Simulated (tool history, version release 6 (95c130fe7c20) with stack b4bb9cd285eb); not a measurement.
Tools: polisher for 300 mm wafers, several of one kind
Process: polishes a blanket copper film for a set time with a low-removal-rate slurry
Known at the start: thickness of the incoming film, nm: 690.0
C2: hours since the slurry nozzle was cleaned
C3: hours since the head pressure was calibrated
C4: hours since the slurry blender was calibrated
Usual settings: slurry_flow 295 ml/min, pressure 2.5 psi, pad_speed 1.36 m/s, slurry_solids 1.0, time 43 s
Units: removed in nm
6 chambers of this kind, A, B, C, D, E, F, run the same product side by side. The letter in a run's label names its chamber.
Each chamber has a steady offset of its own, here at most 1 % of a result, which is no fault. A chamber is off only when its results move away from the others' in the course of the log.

-- day=0.296 chamber E: worn pad replaced by a new one
run 1C day=0.350 | slurry_flow=295 pressure=2.5 pad_speed=1.36 slurry_solids=1.0 time=43 | wafers_polished_on_this_pad=608 C2=169.5 C3=599.4 C4=48.2 | removed=176.86
run 2D day=0.617 | slurry_flow=295 pressure=2.5 pad_speed=1.36 slurry_solids=1.0 time=43 | wafers_polished_on_this_pad=395 C2=55.9 C3=306.0 C4=24.8 | removed=176.72
run 3A day=0.858 | slurry_flow=295 pressure=2.5 pad_speed=1.36 slurry_solids=1.0 time=43 | wafers_polished_on_this_pad=758 C2=196.8 C3=685.6 C4=328.2 | removed=179.32
-- day=0.996 chamber E: slurry blender recalibrated
run 4B day=1.138 | slurry_flow=295 pressure=2.5 pad_speed=1.36 slurry_solids=1.0 time=43 | wafers_polished_on_this_pad=715 C2=271.4 C3=608.7 C4=94.4 | removed=177.71
run 5E day=1.450 | slurry_flow=295 pressure=2.5 pad_speed=1.36 slurry_solids=1.0 time=43 | wafers_polished_on_this_pad=448 C2=126.0 C3=877.1 C4=11.0 | removed=179.80
-- day=1.542 chamber A: worn pad replaced by a new one
-- day=1.792 chamber F: worn pad replaced by a new one
-- day=1.821 chamber B: worn pad replaced by a new one
run 6F day=1.838 | slurry_flow=295 pressure=2.5 pad_speed=1.36 slurry_solids=1.0 time=43 | wafers_polished_on_this_pad=18 C2=312.7 C3=1042.3 C4=241.1 | removed=176.55
-- day=2.017 chamber D: worn pad replaced by a new one
run 7A day=2.075 | slurry_flow=295 pressure=2.5 pad_speed=1.36 slurry_solids=1.0 time=43 | wafers_polished_on_this_pad=207 C2=226.0 C3=714.8 C4=357.4 | removed=179.92
run 8C day=2.346 | slurry_flow=295 pressure=2.5 pad_speed=1.36 slurry_solids=1.0 time=43 | wafers_polished_on_this_pad=1382 C2=217.4 C3=647.3 C4=96.1 | removed=175.12
-- day=2.400 chamber C: slurry blender recalibrated
run 9F day=2.696 | slurry_flow=295 pressure=2.5 pad_speed=1.36 slurry_solids=1.0 time=43 | wafers_polished_on_this_pad=351 C2=333.3 C3=1062.9 C4=261.7 | removed=179.24
-- day=2.762 chamber C: worn pad replaced by a new one
-- day=2.912 chamber E: worn pad replaced by a new one
run 10D day=2.967 | slurry_flow=295 pressure=2.5 pad_speed=1.36 slurry_solids=1.0 time=43 | wafers_polished_on_this_pad=369 C2=112.3 C3=362.4 C4=81.2 | removed=177.38
-- day=3.017 chamber A: slurry blender recalibrated
run 11B day=3.246 | slurry_flow=295 pressure=2.5 pad_speed=1.36 slurry_solids=1.0 time=43 | wafers_polished_on_this_pad=554 C2=322.0 C3=659.3 C4=145.0 | removed=178.66
run 12E day=3.454 | slurry_flow=295 pressure=2.5 pad_speed=1.36 slurry_solids=1.0 time=43 | wafers_polished_on_this_pad=210 C2=174.1 C3=925.2 C4=59.1 | removed=176.45
-- day=3.704 chamber A: worn pad replaced by a new one
run 13C day=3.779 | slurry_flow=295 pressure=2.5 pad_speed=1.36 slurry_solids=1.0 time=43 | wafers_polished_on_this_pad=395 C2=251.8 C3=681.7 C4=33.2 | removed=177.30
-- day=3.796 chamber F: head pressure recalibrated
-- day=3.904 chamber B: slurry blender recalibrated
-- day=4.117 chamber B: worn pad replaced by a new one
run 14D day=4.146 | slurry_flow=295 pressure=2.5 pad_speed=1.36 slurry_solids=1.0 time=43 | wafers_polished_on_this_pad=826 C2=140.6 C3=390.7 C4=109.5 | removed=176.33
-- day=4.279 chamber F: worn pad replaced by a new one
run 15E day=4.404 | slurry_flow=295 pressure=2.5 pad_speed=1.36 slurry_solids=1.0 time=43 | wafers_polished_on_this_pad=579 C2=196.9 C3=948.0 C4=81.9 | removed=178.80
-- day=4.450 chamber D: worn pad replaced by a new one
run 16B day=4.725 | slurry_flow=295 pressure=2.5 pad_speed=1.36 slurry_solids=1.0 time=43 | wafers_polished_on_this_pad=236 C2=357.5 C3=694.8 C4=19.8 | removed=177.21
-- day=4.900 chamber E: slurry nozzle cleaned
run 17A day=5.146 | slurry_flow=295 pressure=2.5 pad_speed=1.36 slurry_solids=1.0 time=43 | wafers_polished_on_this_pad=560 C2=299.7 C3=788.5 C4=51.1 | removed=177.75
run 18F day=5.379 | slurry_flow=295 pressure=2.5 pad_speed=1.36 slurry_solids=1.0 time=43 | wafers_polished_on_this_pad=427 C2=397.7 C3=38.1 C4=326.1 | removed=178.13
-- day=5.625 chamber D: head pressure recalibrated
-- day=5.662 chamber B: head pressure recalibrated
run 19D day=5.667 | slurry_flow=295 pressure=2.5 pad_speed=1.36 slurry_solids=1.0 time=43 | wafers_polished_on_this_pad=473 C2=177.1 C3=1.0 C4=146.0 | removed=175.15
-- day=5.742 chamber E: slurry blender recalibrated
-- day=5.754 chamber E: worn pad replaced by a new one
run 20F day=5.988 | slurry_flow=295 pressure=2.5 pad_speed=1.66 slurry_solids=1.0 time=43 | wafers_polished_on_this_pad=663 C2=412.3 C3=52.7 C4=340.7 | removed=215.12
-- day=6.158 chamber A: head pressure recalibrated
run 21C day=6.250 | slurry_flow=295 pressure=2.5 pad_speed=1.66 slurry_solids=1.0 time=43 | wafers_polished_on_this_pad=1354 C2=311.1 C3=741.0 C4=92.5 | removed=217.25
-- day=6.258 chamber A: worn pad replaced by a new one
-- day=6.321 chamber C: slurry nozzle cleaned
-- day=6.546 chamber B: worn pad replaced by a new one
run 22E day=6.546 | slurry_flow=295 pressure=2.5 pad_speed=1.66 slurry_solids=1.0 time=43 | wafers_polished_on_this_pad=308 C2=39.6 C3=999.4 C4=19.3 | removed=217.28
-- day=6.571 chamber C: worn pad replaced by a new one
-- day=6.758 chamber E: head pressure recalibrated
-- day=6.767 chamber F: worn pad replaced by a new one
-- day=6.767 chamber F: slurry blender recalibrated
run 23A day=6.767 | slurry_flow=295 pressure=2.5 pad_speed=1.66 slurry_solids=1.0 time=43 | wafers_polished_on_this_pad=198 C2=338.6 C3=14.7 C4=90.0 | removed=217.55
run 24B day=7.017 | slurry_flow=295 pressure=2.5 pad_speed=1.66 slurry_solids=1.0 time=43 | wafers_polished_on_this_pad=182 C2=412.5 C3=32.5 C4=74.8 | removed=233.62
-- day=7.262 chamber D: worn pad replaced by a new one
run 25A day=7.367 | slurry_flow=295 pressure=2.5 pad_speed=1.66 slurry_solids=1.0 time=43 | wafers_polished_on_this_pad=431 C2=353.0 C3=29.1 C4=104.4 | removed=217.32
run 26E day=7.592 | slurry_flow=295 pressure=2.5 pad_speed=1.68 slurry_solids=1.0 time=58 | wafers_polished_on_this_pad=714 C2=64.7 C3=20.1 C4=44.4 | removed=297.11
-- day=7.692 chamber C: slurry blender recalibrated
run 27D day=7.783 | slurry_flow=295 pressure=2.5 pad_speed=1.68 slurry_solids=1.0 time=58 | wafers_polished_on_this_pad=203 C2=227.9 C3=51.8 C4=196.8 | removed=294.19
-- day=8.025 chamber E: worn pad replaced by a new one
run 28B day=8.133 | slurry_flow=295 pressure=2.5 pad_speed=1.68 slurry_solids=1.0 time=58 | wafers_polished_on_this_pad=616 C2=439.3 C3=59.3 C4=101.6 | removed=318.81
run 29C day=8.342 | slurry_flow=295 pressure=2.5 pad_speed=1.68 slurry_solids=1.0 time=58 | wafers_polished_on_this_pad=688 C2=48.6 C3=791.2 C4=15.6 | removed=294.45
-- day=8.558 chamber A: worn pad replaced by a new one
run 30F day=8.617 | slurry_flow=295 pressure=2.5 pad_speed=1.68 slurry_solids=1.0 time=58 | wafers_polished_on_this_pad=718 C2=475.4 C3=115.8 C4=44.4 | removed=298.80
run 31C day=8.992 | slurry_flow=295 pressure=2.5 pad_speed=1.68 slurry_solids=1.0 time=58 | wafers_polished_on_this_pad=941 C2=64.2 C3=806.8 C4=31.2 | removed=297.84
-- day=9.000 chamber F: worn pad replaced by a new one
-- day=9.079 chamber B: worn pad replaced by a new one
run 32E day=9.304 | slurry_flow=295 pressure=2.5 pad_speed=1.36 slurry_solids=1.0 time=43 | wafers_polished_on_this_pad=496 C2=105.8 C3=61.2 C4=85.5 | removed=176.58
run 33D day=9.546 | slurry_flow=295 pressure=2.5 pad_speed=1.36 slurry_solids=1.2 time=43 | wafers_polished_on_this_pad=887 C2=270.2 C3=94.1 C4=239.1 | removed=186.15
run 34B day=9.825 | slurry_flow=295 pressure=2.5 pad_speed=1.36 slurry_solids=1.2 time=43 | wafers_polished_on_this_pad=289 C2=479.9 C3=99.9 C4=142.2 | removed=196.85
run 35F day=10.038 | slurry_flow=295 pressure=2.5 pad_speed=1.36 slurry_solids=1.2 time=43 | wafers_polished_on_this_pad=402 C2=509.5 C3=149.9 C4=78.5 | removed=185.18
-- day=10.058 chamber C: worn pad replaced by a new one
-- day=10.067 chamber D: worn pad replaced by a new one
-- day=10.192 chamber B: slurry blender recalibrated
run 36A day=10.283 | slurry_flow=295 pressure=2.5 pad_speed=1.36 slurry_solids=1.2 time=43 | wafers_polished_on_this_pad=670 C2=423.0 C3=99.1 C4=174.4 | removed=186.57
-- day=10.296 chamber D: slurry blender recalibrated
-- day=10.442 chamber E: slurry blender recalibrated
run 37A day=10.567 | slurry_flow=295 pressure=2.5 pad_speed=1.36 slurry_solids=1.2 time=43 | wafers_polished_on_this_pad=780 C2=429.8 C3=105.9 C4=181.2 | removed=184.53
-- day=10.662 chamber E: worn pad replaced by a new one
run 38F day=10.783 | slurry_flow=295 pressure=2.5 pad_speed=1.36 slurry_solids=1.2 time=43 | wafers_polished_on_this_pad=692 C2=527.4 C3=167.8 C4=96.4 | removed=186.31
run 39B day=11.088 | slurry_flow=295 pressure=2.5 pad_speed=1.36 slurry_solids=1.0 time=43 | wafers_polished_on_this_pad=779 C2=510.2 C3=130.2 C4=21.6 | removed=192.14
run 40E day=11.433 | slurry_flow=295 pressure=1.9 pad_speed=1.78 slurry_solids=1.0 time=43 | wafers_polished_on_this_pad=300 C2=156.9 C3=112.3 C4=23.9 | removed=176.69
run 41D day=11.800 | slurry_flow=295 pressure=1.9 pad_speed=1.78 slurry_solids=1.0 time=43 | wafers_polished_on_this_pad=674 C2=324.3 C3=148.2 C4=36.2 | removed=175.80
run 42C day=12.162 | slurry_flow=295 pressure=1.9 pad_speed=1.78 slurry_solids=1.0 time=43 | wafers_polished_on_this_pad=817 C2=140.3 C3=882.9 C4=107.3 | removed=177.84
run 43E day=12.504 | slurry_flow=295 pressure=1.9 pad_speed=1.78 slurry_solids=1.0 time=43 | wafers_polished_on_this_pad=716 C2=182.6 C3=138.0 C4=49.6 | removed=178.51

Is one chamber off against the others, does the gauge drift, or is nothing wrong? If a chamber is off, say which, and what the likeliest cause is.

A service left chamber B off against the others.
Cause: head's pressure above its setpoint, % = 7.69.

Here are 4 candidates for chamber B's next run, each the usual settings with a change, their results left as question marks. Which one brings its results back in line with what the others give on the usual settings?
In line means no further than this from the other chambers' mean on the usual settings: removed 4.20 nm
run 44B-1 day=12.808 | slurry_flow=295 pressure=2.4 pad_speed=1.32 slurry_solids=1.0 time=43 | removed=?
run 44B-2 day=12.808 | slurry_flow=295 pressure=2.5 pad_speed=1.36 slurry_solids=1.0 time=48 | removed=?
run 44B-3 day=12.808 | slurry_flow=295 pressure=2.5 pad_speed=1.46 slurry_solids=1.0 time=43 | removed=?
run 44B-4 day=12.808 | slurry_flow=295 pressure=2.5 pad_speed=1.22 slurry_solids=1.0 time=43 | removed=?

The other chambers' mean on the usual settings: removed 177.74 nm
run=44B-1 removed=177.05
run=44B-2 removed=212.34
run=44B-3 removed=204.42
run=44B-4 removed=170.34
44B-1 brings the chamber back in line.
